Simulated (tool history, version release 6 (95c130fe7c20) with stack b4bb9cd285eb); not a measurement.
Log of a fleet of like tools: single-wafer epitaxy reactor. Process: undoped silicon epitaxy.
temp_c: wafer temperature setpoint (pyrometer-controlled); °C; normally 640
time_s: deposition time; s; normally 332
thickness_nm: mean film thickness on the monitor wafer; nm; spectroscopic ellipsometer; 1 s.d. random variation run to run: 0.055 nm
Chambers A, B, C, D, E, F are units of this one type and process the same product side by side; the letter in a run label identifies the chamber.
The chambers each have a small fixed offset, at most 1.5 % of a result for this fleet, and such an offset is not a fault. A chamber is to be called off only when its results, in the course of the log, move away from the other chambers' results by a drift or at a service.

run	hour	temp_c	time_s	hours since the last pyrometer calibration	read-back reference wafer on the same gauge, thickness_nm	thickness_nm
1F	4.6	640	332	715.4	50.993	44.721
2C	10.2	640	332	1194.9	50.97	44.374
3D	13.3	640	332	2298.9	50.984	45.328
4B	16.8	640	332	1448	50.988	44.456
5E	23.5	640	332	561.5	50.984	44.675
6A	30.3	640	332	131.2	50.951	44.667
7B	36.6	640	332	1467.8	50.939	44.585
# hour 39.2: chamber D: pyrometer calibrated
8A	42.5	640	332	143.4	50.937	44.693
9C	49.2	640	332	1233.9	50.944	44.301
10D	53.8	640	332	14.7	50.929	45.307
11E	58.3	640	332	596.3	50.921	44.63
12F	63.5	649	332	774.3	50.938	54.274
13D	69.5	649	332	30.4	50.922	54.99
14C	74.3	649	332	1259	50.894	54.201
15E	77.6	649	332	615.6	50.879	54.339
16F	82.3	649	332	793.1	50.887	54.249
17B	88.3	649	332	1519.5	50.894	54.182
18A	91.6	640	332	192.5	50.867	44.664
19F	98.3	640	332	809.1	50.866	44.546
20C	102.4	640	332	1287.1	50.86	44.362
21D	109.2	640	332	70.1	50.858	45.185
22E	112.5	640	332	650.5	50.844	44.542
23A	117.1	640	332	218	50.849	44.679
24B	120.9	640	332	1552.1	50.842	44.414
25C	126	640	332	1310.7	50.841	44.322
26B	130.9	640	332	1562.1	50.824	44.401
27A	135.1	650	283	236	50.83	47.155
# hour 140: chamber F: pyrometer calibrated
28E	141.8	650	283	679.8	50.797	47.237
29F	148.4	650	283	8.5	50.793	47.191
30D	151.7	650	283	112.6	50.795	47.79
31C	158.6	650	283	1343.3	50.805	47.024
32B	164.9	650	283	1596.1	50.778	47.024
33A	171.2	640	332	272.1	50.77	44.453
34D	175.4	630	387	136.3	50.766	42.126
35F	180.1	630	387	40.2	50.763	41.481
36E	184.6	630	387	722.6	50.752	41.55
37D	190	630	387	150.9	50.757	42.185

All chambers now run identical settings, listed one chamber a line with results as question marks. What results will each chamber show?
38A	195.1	640	287			?
38B	195.1	640	287			?
38C	195.1	640	287			?
38D	195.1	640	287			?
38E	195.1	640	287			?
38F	195.1	640	287			?

run	thickness_nm
38A	38.556
38B	38.323
38C	38.166
38D	39.077
38E	38.375
38F	38.42
